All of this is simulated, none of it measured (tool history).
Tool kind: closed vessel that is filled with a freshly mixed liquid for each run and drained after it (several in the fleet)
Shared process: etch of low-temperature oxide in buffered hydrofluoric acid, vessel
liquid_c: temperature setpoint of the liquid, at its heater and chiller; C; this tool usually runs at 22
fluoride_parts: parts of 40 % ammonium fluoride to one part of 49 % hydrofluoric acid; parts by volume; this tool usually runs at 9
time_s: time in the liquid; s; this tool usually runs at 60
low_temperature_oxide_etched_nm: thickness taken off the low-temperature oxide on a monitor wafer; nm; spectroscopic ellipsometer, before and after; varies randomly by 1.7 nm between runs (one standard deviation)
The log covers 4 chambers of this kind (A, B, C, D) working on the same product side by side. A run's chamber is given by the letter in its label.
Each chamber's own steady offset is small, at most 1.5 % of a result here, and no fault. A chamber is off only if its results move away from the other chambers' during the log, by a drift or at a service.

run	hour	liquid_c	fluoride_parts	time_s	read-back film thickness of the low-temperature oxide reference wafer, read on the same gauge (nm)	low_temperature_oxide_etched_nm
1B	7.4	22	9	60	80.03	208.79
2A	18.1	22	9	60	79.987	209.73
3C	31.3	22	9	60	79.987	210.27
4D	42.1	22	9	60	79.98	212.15
5B	56.3	22	9	60	80.027	209.75
# hour 62.7: chamber C: thermometer replaced
6C	63	22	9	60	80.027	210.67
7D	76.2	22	9	60	80.033	209.79
8A	89.3	22	9	60	79.984	214
9D	100.8	22	9	60	79.976	209.47
10A	113.4	22	9	60	79.981	215.29
# hour 117.8: chamber B: hydrofluoric acid flow meter replaced
11C	126.4	22	9	60	80	212.87
12B	136.7	22	9	60	80.038	210.27
13A	146.7	22	9	60	80.001	210.72
14D	159.7	22	9	60	80.001	206.69
15B	171.9	22	9	60	80.023	206.94
16C	183.6	22	9	60	79.999	209.42
17A	190.7	22	9	60	79.976	211.17
18C	202.7	22	9	60	80.006	210.67
19B	212.3	22	10.5	30	80.042	93.975
20D	221.8	22	10.5	30	79.995	93.129
21C	230.7	22	10.5	30	79.99	94.65
22D	240.5	22	10.5	30	79.998	93.718
23B	253.1	22	9	60	80.006	213
24A	266.8	22	9	60	79.979	214.77
25A	281.7	22	9	60	80.013	210.25
26D	293.2	22	9	60	79.997	208.05
27B	306.1	22	9	90	79.956	316.66
# hour 310.7: chamber D: thermometer replaced
28C	313.3	22	9	90	79.984	319.92
29A	326.6	22	9	90	80.005	321.95
30D	335.6	22	9	90	80.01	311.88
31B	345.6	22	9	60	79.978	211.32
32C	355.5	22	9	60	80.033	210.09
33C	367.7	22	9	60	79.997	212.99
34D	382.7	22	10	45	79.996	146.13
35A	396	22	10	45	79.975	148.54
36B	405.2	22	10	45	79.991	147.02
37C	418	22	10	45	79.965	149.5
38B	426.5	22	9	60	79.98	206.94

For the next run the whole fleet of 4 chambers uses the same settings. Give each chamber's results:
39A	437.4	22	9	60		?
39B	437.4	22	9	60		?
39C	437.4	22	9	60		?
39D	437.4	22	9	60		?

run	low_temperature_oxide_etched_nm
39A	209.8
39B	208.97
39C	211.52
39D	210.07
